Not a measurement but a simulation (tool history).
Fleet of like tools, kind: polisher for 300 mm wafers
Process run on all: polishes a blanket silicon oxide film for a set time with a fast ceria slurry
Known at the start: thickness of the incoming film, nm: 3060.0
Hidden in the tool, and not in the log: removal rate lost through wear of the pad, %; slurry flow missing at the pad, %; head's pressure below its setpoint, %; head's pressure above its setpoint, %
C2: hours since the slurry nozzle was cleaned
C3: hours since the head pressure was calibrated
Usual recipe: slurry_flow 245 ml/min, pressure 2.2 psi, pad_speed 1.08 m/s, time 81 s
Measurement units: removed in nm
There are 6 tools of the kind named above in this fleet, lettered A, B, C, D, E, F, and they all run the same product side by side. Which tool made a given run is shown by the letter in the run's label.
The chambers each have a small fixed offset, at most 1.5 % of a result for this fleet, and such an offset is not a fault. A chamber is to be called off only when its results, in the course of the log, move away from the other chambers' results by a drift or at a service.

Run 1E, day 0.154: usual settings; wafers polished on this pad 456; C2 375.8; C3 43.9. Result: removed 969.63 nm.
Run 2A, day 0.396: usual settings; wafers polished on this pad 1097; C2 114.1; C3 951.5. Result: removed 986.36 nm.
Run 3B, day 0.567: usual settings; wafers polished on this pad 199; C2 664.7; C3 910.3. Result: removed 978.01 nm.
Run 4C, day 0.812: usual settings; wafers polished on this pad 136; C2 100; C3 263.7. Result: removed 990.32 nm.
Run 5F, day 0.954: usual settings; wafers polished on this pad 252; C2 28.6; C3 545.3. Result: removed 995.35 nm.
Run 6D, day 1.225: usual settings but pressure 2.5 psi; wafers polished on this pad 311; C2 616.5; C3 972.3. Result: removed 1094.7 nm.
At day 1.346: chamber A: worn pad replaced by a new one.
Run 7D, day 1.383: usual settings but pressure 2.5 psi; wafers polished on this pad 333; C2 620.3; C3 976.1. Result: removed 1111.9 nm.
Run 8F, day 1.567: usual settings but pressure 2.5 psi; wafers polished on this pad 335; C2 43.3; C3 560. Result: removed 1134.9 nm.
Run 9E, day 1.812: usual settings but pressure 2.5 psi; wafers polished on this pad 681; C2 415.6; C3 83.7. Result: removed 1111.5 nm.
Run 10C, day 2.004: usual settings but pressure 2.5 psi; wafers polished on this pad 298; C2 128.6; C3 292.3. Result: removed 1147.3 nm.
At day 2.008: chamber E: worn pad replaced by a new one.
Run 11A, day 2.133: usual settings but pressure 2.5 psi; wafers polished on this pad 107; C2 155.8; C3 993.2. Result: removed 1137 nm.
Run 12B, day 2.321: usual settings; wafers polished on this pad 437; C2 706.8; C3 952.4. Result: removed 986.22 nm.
Run 13E, day 2.475: usual settings; wafers polished on this pad 63; C2 431.5; C3 99.6. Result: removed 970.58 nm.
Run 14F, day 2.621: usual settings; wafers polished on this pad 479; C2 68.6; C3 585.3. Result: removed 987.43 nm.
At day 2.65: chamber A: head pressure recalibrated.
Run 15B, day 2.788: usual settings but pad_speed 0.84 m/s, time 65 s; wafers polished on this pad 501; C2 718; C3 963.6. Result: removed 602.29 nm.
Run 16D, day 2.992: usual settings but pad_speed 0.84 m/s, time 65 s; wafers polished on this pad 552; C2 658.9; C3 1014.7. Result: removed 606.18 nm.
Run 17C, day 3.279: usual settings but pad_speed 0.84 m/s, time 65 s; wafers polished on this pad 472; C2 159.2; C3 322.9. Result: removed 621.76 nm.
Run 18A, day 3.55: usual settings but pad_speed 0.84 m/s, time 65 s; wafers polished on this pad 300; C2 189.8; C3 21.7. Result: removed 582.16 nm.
Run 19B, day 3.738: usual settings but pad_speed 0.84 m/s, time 65 s; wafers polished on this pad 630; C2 740.8; C3 986.4. Result: removed 610.17 nm.
Run 20E, day 3.896: usual settings but pad_speed 0.84 m/s, time 65 s; wafers polished on this pad 256; C2 465.6; C3 133.7. Result: removed 616.22 nm.
At day 4.029: chamber B: slurry nozzle cleaned.
Run 21D, day 4.096: usual settings; wafers polished on this pad 702; C2 685.4; C3 1041.2. Result: removed 969.51 nm.
At day 4.125: chamber D: worn pad replaced by a new one.
At day 4.129: chamber C: worn pad replaced by a new one.
Run 22F, day 4.233: usual settings; wafers polished on this pad 698; C2 107.3; C3 624. Result: removed 990.78 nm.
Run 23C, day 4.392: usual settings but pad_speed 0.86 m/s; wafers polished on this pad 36; C2 185.9; C3 349.6. Result: removed 781.19 nm.
At day 4.504: chamber B: worn pad replaced by a new one.
At day 4.588: chamber F: worn pad replaced by a new one.
Run 24A, day 4.642: usual settings but pad_speed 0.86 m/s; wafers polished on this pad 448; C2 216; C3 47.9. Result: removed 726.53 nm.
Run 25F, day 4.896: usual settings but pad_speed 0.86 m/s; wafers polished on this pad 42; C2 123.2; C3 639.9. Result: removed 786.16 nm.
Run 26B, day 5.092: usual settings but pad_speed 0.86 m/s; wafers polished on this pad 80; C2 25.6; C3 1018.9. Result: removed 789.19 nm.
Run 27E, day 5.262: usual settings but pad_speed 0.86 m/s; wafers polished on this pad 442; C2 498.4; C3 166.5. Result: removed 779 nm.
Run 28D, day 5.425: usual settings but pad_speed 0.86 m/s; wafers polished on this pad 176; C2 717.3; C3 1073.1. Result: removed 785.73 nm.
Run 29C, day 5.562: usual settings; wafers polished on this pad 195; C2 214; C3 377.7. Result: removed 993.68 nm.
Run 30A, day 5.846: usual settings; wafers polished on this pad 612; C2 244.9; C3 76.8. Result: removed 927.38 nm.
Run 31F, day 5.979: usual settings; wafers polished on this pad 189; C2 149.2; C3 665.9. Result: removed 983.26 nm.
Run 32D, day 6.229: usual settings but time 59 s; wafers polished on this pad 286; C2 736.6; C3 1092.4. Result: removed 700.11 nm.
At day 6.325: chamber A: slurry nozzle cleaned.
Run 33B, day 6.479: usual settings but time 59 s; wafers polished on this pad 268; C2 58.9; C3 1052.2. Result: removed 718.29 nm.
Run 34C, day 6.7: usual settings but time 59 s; wafers polished on this pad 349; C2 241.3; C3 405. Result: removed 733.29 nm.
Run 35E, day 6.888: usual settings but time 59 s; wafers polished on this pad 663; C2 537.4; C3 205.5. Result: removed 694.22 nm.
At day 7.008: chamber E: slurry nozzle cleaned.
Run 36A, day 7.154: usual settings but time 59 s; wafers polished on this pad 790; C2 20; C3 108.2. Result: removed 665.01 nm.
Run 37A, day 7.442: usual settings but time 59 s; wafers polished on this pad 829; C2 26.9; C3 115.1. Result: removed 652.81 nm.
Run 38C, day 7.708: usual settings; wafers polished on this pad 486; C2 265.5; C3 429.2. Result: removed 1027.2 nm.
Run 39B, day 7.875: usual settings but pad_speed 1.38 m/s, time 98 s; wafers polished on this pad 458; C2 92.4; C3 1085.7. Result: removed 1540 nm.
At day 7.988: chamber D: slurry nozzle cleaned.
Run 40D, day 8.008: usual settings but pad_speed 1.38 m/s, time 98 s; wafers polished on this pad 528; C2 0.6; C3 1135.1. Result: removed 1530.2 nm.
At day 8.075: chamber E: worn pad replaced by a new one.
Run 41E, day 8.2: usual settings but pad_speed 1.38 m/s, time 98 s; wafers polished on this pad 17; C2 28.6; C3 237. Result: removed 1539 nm.
Run 42F, day 8.471: usual settings but pad_speed 1.38 m/s, time 98 s; wafers polished on this pad 528; C2 209; C3 725.7. Result: removed 1534.2 nm.

What goes on in this fleet: one chamber off, a drifting gauge, or nothing beyond the chambers' own small offsets? Name the chamber and the cause, if any.

A service on chamber A put it out of line with the rest.
Cause: head's pressure below its setpoint, % = 8.72.

Below are 4 candidate recipes for chamber A's next run, each the usual settings with a change, their results shown as question marks. Which of them brings A's results back in line with what the other chambers give on the usual settings?
In line means no further than this from the other chambers' mean on the usual settings: removed 45 nm
Run 43A-1, day 8.683: usual settings but pressure 2.1 psi, time 78 s. Result: removed ?.
Run 43A-2, day 8.683: usual settings but pressure 2 psi, pad_speed 1 m/s. Result: removed ?.
Run 43A-3, day 8.683: usual settings but pressure 2.6 psi. Result: removed ?.
Run 43A-4, day 8.683: usual settings but pressure 2.3 psi, pad_speed 1.12 m/s. Result: removed ?.

The other chambers' mean on the usual settings: removed 988.31 nm
  run  removed
43A-1   836.81
43A-2   767.64
43A-3   1073.7
43A-4   985.57
43A-4 brings the chamber back in line.
